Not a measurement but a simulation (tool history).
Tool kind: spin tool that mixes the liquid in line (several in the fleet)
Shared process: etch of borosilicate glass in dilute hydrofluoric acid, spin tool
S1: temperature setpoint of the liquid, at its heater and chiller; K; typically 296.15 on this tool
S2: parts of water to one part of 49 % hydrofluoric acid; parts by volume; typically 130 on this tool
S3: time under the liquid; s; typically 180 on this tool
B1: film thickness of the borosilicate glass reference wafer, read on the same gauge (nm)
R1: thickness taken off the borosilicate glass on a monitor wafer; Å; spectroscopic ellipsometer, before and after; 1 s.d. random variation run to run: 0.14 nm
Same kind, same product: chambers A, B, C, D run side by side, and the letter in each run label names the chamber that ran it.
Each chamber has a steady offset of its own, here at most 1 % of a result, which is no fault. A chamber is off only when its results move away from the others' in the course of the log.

Run 1A, day 0.229: usual settings; B1 130.03. Result: R1 211.88 Å.
Run 2C, day 0.438: usual settings; B1 130.01. Result: R1 217.16 Å.
Run 3D, day 0.592: usual settings; B1 130.01. Result: R1 214.82 Å.
Run 4B, day 0.825: usual settings; B1 129.95. Result: R1 215.78 Å.
Run 5A, day 1.042: usual settings; B1 130.02. Result: R1 214.98 Å.
Run 6C, day 1.246: usual settings; B1 129.99. Result: R1 217.67 Å.
Run 7D, day 1.388: usual settings; B1 129.98. Result: R1 220.07 Å.
At day 1.458: chamber A: thermometer replaced.
Run 8B, day 1.583: usual settings but S1 299.65 K, S3 280 s; B1 129.96. Result: R1 383.44 Å.
Run 9A, day 1.821: usual settings but S1 299.65 K, S3 280 s; B1 129.99. Result: R1 382.76 Å.
Run 10D, day 1.942: usual settings but S1 299.65 K, S3 280 s; B1 130.02. Result: R1 400.31 Å.
Run 11B, day 2.129: usual settings but S1 299.65 K, S3 280 s; B1 130.01. Result: R1 382.4 Å.
Run 12C, day 2.296: usual settings; B1 129.99. Result: R1 215.39 Å.
Run 13A, day 2.421: usual settings; B1 129.97. Result: R1 214.17 Å.
Run 14D, day 2.529: usual settings; B1 129.97. Result: R1 224.92 Å.
Run 15C, day 2.762: usual settings; B1 130.01. Result: R1 216.32 Å.
Run 16B, day 2.892: usual settings; B1 130.03. Result: R1 214.65 Å.
Run 17A, day 3.071: usual settings; B1 129.99. Result: R1 213.41 Å.
Run 18D, day 3.267: usual settings but S3 240 s; B1 130. Result: R1 302.12 Å.
Run 19C, day 3.475: usual settings but S3 240 s; B1 129.99. Result: R1 290.22 Å.
Run 20B, day 3.638: usual settings but S3 240 s; B1 130.04. Result: R1 291.8 Å.
Run 21B, day 3.779: usual settings but S3 240 s; B1 130.02. Result: R1 286.27 Å.
Run 22C, day 3.988: usual settings; B1 129.99. Result: R1 214.98 Å.
Run 23D, day 4.192: usual settings; B1 129.95. Result: R1 229.32 Å.
Run 24A, day 4.325: usual settings; B1 130. Result: R1 212.99 Å.
Run 25C, day 4.504: usual settings; B1 129.99. Result: R1 218.69 Å.
Run 26B, day 4.738: usual settings but S1 291.65 K, S2 80 parts by volume; B1 130. Result: R1 313.3 Å.
At day 4.829: chamber A: hydrofluoric acid flow meter replaced.
Run 27D, day 4.879: usual settings but S1 291.65 K, S2 80 parts by volume; B1 130.03. Result: R1 328.93 Å.
Run 28A, day 5.008: usual settings but S1 291.65 K, S2 80 parts by volume; B1 129.99. Result: R1 303.49 Å.
Run 29C, day 5.125: usual settings but S1 291.65 K, S2 80 parts by volume; B1 130. Result: R1 314.9 Å.
Run 30A, day 5.358: usual settings; B1 129.98. Result: R1 215.59 Å.
Run 31D, day 5.5: usual settings but S1 291.65 K, S2 105 parts by volume; B1 130.05. Result: R1 246.96 Å.
Run 32B, day 5.738: usual settings but S1 291.65 K, S2 105 parts by volume; B1 130.01. Result: R1 229.33 Å.

Does one chamber stand apart from the rest, does the shared gauge drift, or is all well apart from small per-chamber offsets? Give the chamber and the most likely cause, where there is one.

It is chamber D that slowly wanders off from its peers.
What lies behind it: hydrofluoric acid flow above the setpoint (%) = 8.72.
The log may not separate it from: liquid hotter than its thermometer reads (K).

Chamber D could run next with any of the 4 candidate recipes listed below; each alters the usual settings, and their results appear as question marks. Which one brings its results back in line with what the other chambers deliver on the usual settings?
In line means no further than this from the other chambers' mean on the usual settings: R1 5 Å
Run 33D-1, day 5.917: usual settings but S1 295.15 K. Result: R1 ?.
Run 33D-2, day 5.917: usual settings but S2 125 parts by volume, S3 190 s. Result: R1 ?.
Run 33D-3, day 5.917: usual settings but S2 135 parts by volume, S3 170 s. Result: R1 ?.
Run 33D-4, day 5.917: usual settings but S3 190 s. Result: R1 ?.

What the other chambers average on the usual settings: R1 215.89 Å
  run      R1
33D-1  227.71
33D-2   261.3
33D-3  214.46
33D-4  250.08
Change 33D-3 lands the chamber within the allowed miss of the other chambers.
